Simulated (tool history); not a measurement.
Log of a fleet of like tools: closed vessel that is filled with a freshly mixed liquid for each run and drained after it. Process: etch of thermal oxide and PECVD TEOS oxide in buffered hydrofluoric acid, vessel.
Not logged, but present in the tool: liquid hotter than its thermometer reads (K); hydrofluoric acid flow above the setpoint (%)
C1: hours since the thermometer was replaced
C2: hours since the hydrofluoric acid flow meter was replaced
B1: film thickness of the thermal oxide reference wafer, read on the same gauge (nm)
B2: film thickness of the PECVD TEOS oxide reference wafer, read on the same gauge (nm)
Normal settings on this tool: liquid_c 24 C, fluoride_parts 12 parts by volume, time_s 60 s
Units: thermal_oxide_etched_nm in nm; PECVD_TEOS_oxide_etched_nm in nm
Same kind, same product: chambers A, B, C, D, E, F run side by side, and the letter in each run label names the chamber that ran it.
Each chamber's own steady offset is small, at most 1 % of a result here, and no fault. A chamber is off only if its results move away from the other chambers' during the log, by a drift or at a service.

run 1A hour=15.1 | liquid_c=24 fluoride_parts=12 time_s=60 | C1=138.2 C2=275.2 | B1=49.97 B2=150.04 | thermal_oxide_etched_nm=61.118 PECVD_TEOS_oxide_etched_nm=68.051
run 2D hour=29.3 | liquid_c=24 fluoride_parts=12 time_s=60 | C1=1257.9 C2=351 | B1=50.006 B2=150.03 | thermal_oxide_etched_nm=61.55 PECVD_TEOS_oxide_etched_nm=67.495
run 3B hour=44.9 | liquid_c=24 fluoride_parts=12 time_s=60 | C1=1843.7 C2=784.3 | B1=49.995 B2=150.01 | thermal_oxide_etched_nm=60.877 PECVD_TEOS_oxide_etched_nm=68.079
run 4E hour=58.8 | liquid_c=24 fluoride_parts=12 time_s=60 | C1=830 C2=472.6 | B1=49.965 B2=149.96 | thermal_oxide_etched_nm=61.013 PECVD_TEOS_oxide_etched_nm=68.137
run 5F hour=71.5 | liquid_c=24 fluoride_parts=12 time_s=60 | C1=1037 C2=290.8 | B1=49.961 B2=150.01 | thermal_oxide_etched_nm=61.145 PECVD_TEOS_oxide_etched_nm=69.05
run 6C hour=82 | liquid_c=24 fluoride_parts=12 time_s=60 | C1=1499.9 C2=1528.7 | B1=49.984 B2=150.02 | thermal_oxide_etched_nm=61.13 PECVD_TEOS_oxide_etched_nm=67.782
run 7A hour=97.7 | liquid_c=20.5 fluoride_parts=12 time_s=80 | C1=220.8 C2=357.8 | B1=49.965 B2=149.98 | thermal_oxide_etched_nm=67.321 PECVD_TEOS_oxide_etched_nm=74.245
run 8D hour=106 | liquid_c=20.5 fluoride_parts=12 time_s=80 | C1=1334.6 C2=427.7 | B1=50.013 B2=150 | thermal_oxide_etched_nm=67.535 PECVD_TEOS_oxide_etched_nm=74.331
run 9E hour=116.6 | liquid_c=20.5 fluoride_parts=12 time_s=80 | C1=887.8 C2=530.4 | B1=50.003 B2=150.03 | thermal_oxide_etched_nm=67.136 PECVD_TEOS_oxide_etched_nm=74.857
run 10F hour=131.2 | liquid_c=20.5 fluoride_parts=12 time_s=80 | C1=1096.7 C2=350.5 | B1=49.987 B2=149.99 | thermal_oxide_etched_nm=66.576 PECVD_TEOS_oxide_etched_nm=74.721
run 11C hour=145.9 | liquid_c=20.5 fluoride_parts=12 time_s=80 | C1=1563.8 C2=1592.6 | B1=49.996 B2=150 | thermal_oxide_etched_nm=66.591 PECVD_TEOS_oxide_etched_nm=74.817
-- hour=146.2 chamber C: thermometer replaced
run 12B hour=154.7 | liquid_c=20.5 fluoride_parts=12 time_s=80 | C1=1953.5 C2=894.1 | B1=50.004 B2=150.02 | thermal_oxide_etched_nm=66.814 PECVD_TEOS_oxide_etched_nm=74.873
run 13E hour=162.4 | liquid_c=24 fluoride_parts=12 time_s=60 | C1=933.6 C2=576.2 | B1=49.978 B2=149.99 | thermal_oxide_etched_nm=60.904 PECVD_TEOS_oxide_etched_nm=67.708
run 14D hour=169.8 | liquid_c=27.5 fluoride_parts=12 time_s=60 | C1=1398.4 C2=491.5 | B1=49.974 B2=150.01 | thermal_oxide_etched_nm=74.62 PECVD_TEOS_oxide_etched_nm=82.104
run 15F hour=178.6 | liquid_c=27.5 fluoride_parts=12 time_s=60 | C1=1144.1 C2=397.9 | B1=50.037 B2=149.99 | thermal_oxide_etched_nm=74.581 PECVD_TEOS_oxide_etched_nm=84.082
-- hour=185.7 chamber A: hydrofluoric acid flow meter replaced
run 16B hour=188.2 | liquid_c=27.5 fluoride_parts=12 time_s=60 | C1=1987 C2=927.6 | B1=49.95 B2=150.02 | thermal_oxide_etched_nm=73.815 PECVD_TEOS_oxide_etched_nm=82.966
run 17C hour=202.9 | liquid_c=27.5 fluoride_parts=12 time_s=60 | C1=56.8 C2=1649.6 | B1=49.983 B2=150 | thermal_oxide_etched_nm=73.786 PECVD_TEOS_oxide_etched_nm=83.027
run 18A hour=217.2 | liquid_c=27.5 fluoride_parts=12 time_s=60 | C1=340.3 C2=31.5 | B1=50.058 B2=150.02 | thermal_oxide_etched_nm=74.547 PECVD_TEOS_oxide_etched_nm=82.834
run 19B hour=232.5 | liquid_c=27.5 fluoride_parts=12 time_s=60 | C1=2031.3 C2=971.9 | B1=49.984 B2=149.98 | thermal_oxide_etched_nm=74.158 PECVD_TEOS_oxide_etched_nm=82.152
run 20C hour=245 | liquid_c=24 fluoride_parts=12 time_s=60 | C1=98.9 C2=1691.7 | B1=49.992 B2=150 | thermal_oxide_etched_nm=60.394 PECVD_TEOS_oxide_etched_nm=67.914
run 21D hour=254.8 | liquid_c=20 fluoride_parts=9.5 time_s=60 | C1=1483.4 C2=576.5 | B1=50.028 B2=149.99 | thermal_oxide_etched_nm=60.741 PECVD_TEOS_oxide_etched_nm=67.16
run 22F hour=262.5 | liquid_c=20 fluoride_parts=9.5 time_s=60 | C1=1228 C2=481.8 | B1=50.023 B2=150.01 | thermal_oxide_etched_nm=60.18 PECVD_TEOS_oxide_etched_nm=67.956
run 23E hour=276.3 | liquid_c=20 fluoride_parts=9.5 time_s=60 | C1=1047.5 C2=690.1 | B1=49.985 B2=150 | thermal_oxide_etched_nm=60.729 PECVD_TEOS_oxide_etched_nm=66.566
run 24A hour=288.5 | liquid_c=20 fluoride_parts=9.5 time_s=60 | C1=411.6 C2=102.8 | B1=49.969 B2=150.05 | thermal_oxide_etched_nm=60.661 PECVD_TEOS_oxide_etched_nm=67.384
run 25D hour=301.3 | liquid_c=20 fluoride_parts=9.5 time_s=60 | C1=1529.9 C2=623 | B1=50.027 B2=150 | thermal_oxide_etched_nm=61.033 PECVD_TEOS_oxide_etched_nm=67.078
run 26E hour=316.7 | liquid_c=20 fluoride_parts=9.5 time_s=60 | C1=1087.9 C2=730.5 | B1=49.954 B2=149.98 | thermal_oxide_etched_nm=60.198 PECVD_TEOS_oxide_etched_nm=66.813
-- hour=319 chamber F: hydrofluoric acid flow meter replaced
run 27F hour=330.3 | liquid_c=22.5 fluoride_parts=12 time_s=60 | C1=1295.8 C2=11.4 | B1=50.016 B2=150 | thermal_oxide_etched_nm=56.785 PECVD_TEOS_oxide_etched_nm=62.764
run 28C hour=340 | liquid_c=22.5 fluoride_parts=12 time_s=60 | C1=193.9 C2=1786.7 | B1=49.966 B2=150.02 | thermal_oxide_etched_nm=56.392 PECVD_TEOS_oxide_etched_nm=62.806
run 29A hour=352.9 | liquid_c=22.5 fluoride_parts=12 time_s=60 | C1=476 C2=167.2 | B1=50.016 B2=150.01 | thermal_oxide_etched_nm=56.593 PECVD_TEOS_oxide_etched_nm=62.506
run 30B hour=367.3 | liquid_c=22.5 fluoride_parts=12 time_s=60 | C1=2166.1 C2=1106.7 | B1=50.016 B2=150.02 | thermal_oxide_etched_nm=55.826 PECVD_TEOS_oxide_etched_nm=62.249
run 31E hour=379.1 | liquid_c=22.5 fluoride_parts=12 time_s=60 | C1=1150.3 C2=792.9 | B1=50.015 B2=150.01 | thermal_oxide_etched_nm=56.24 PECVD_TEOS_oxide_etched_nm=62.674
run 32C hour=387.8 | liquid_c=22.5 fluoride_parts=12 time_s=60 | C1=241.7 C2=1834.5 | B1=49.951 B2=150 | thermal_oxide_etched_nm=55.31 PECVD_TEOS_oxide_etched_nm=62.459
run 33F hour=395.8 | liquid_c=24 fluoride_parts=12 time_s=60 | C1=1361.3 C2=76.9 | B1=49.999 B2=149.98 | thermal_oxide_etched_nm=60.854 PECVD_TEOS_oxide_etched_nm=68.698
run 34A hour=404 | liquid_c=20.5 fluoride_parts=15 time_s=60 | C1=527.1 C2=218.3 | B1=50.009 B2=149.98 | thermal_oxide_etched_nm=40.818 PECVD_TEOS_oxide_etched_nm=45.184
run 35D hour=416.7 | liquid_c=20.5 fluoride_parts=15 time_s=60 | C1=1645.3 C2=738.4 | B1=50.016 B2=150 | thermal_oxide_etched_nm=40.207 PECVD_TEOS_oxide_etched_nm=44.882
run 36B hour=431.4 | liquid_c=20.5 fluoride_parts=15 time_s=60 | C1=2230.2 C2=1170.8 | B1=49.996 B2=149.98 | thermal_oxide_etched_nm=40.37 PECVD_TEOS_oxide_etched_nm=45.28
run 37C hour=447 | liquid_c=20.5 fluoride_parts=15 time_s=60 | C1=300.9 C2=1893.7 | B1=49.993 B2=150 | thermal_oxide_etched_nm=40.104 PECVD_TEOS_oxide_etched_nm=44.988
run 38F hour=460.8 | liquid_c=20.5 fluoride_parts=15 time_s=60 | C1=1426.3 C2=141.9 | B1=50.009 B2=150.02 | thermal_oxide_etched_nm=40.595 PECVD_TEOS_oxide_etched_nm=45.318
run 39A hour=468.7 | liquid_c=20.5 fluoride_parts=15 time_s=60 | C1=591.8 C2=283 | B1=50.012 B2=150.05 | thermal_oxide_etched_nm=40.547 PECVD_TEOS_oxide_etched_nm=45.539

Is one chamber out of step, is the gauge drifting, or do the chambers differ by no more than their own small offsets? For an off chamber, give its letter and the likeliest cause.

No chamber is off and the gauge is stable; the differences are just each chamber's small, constant offset.
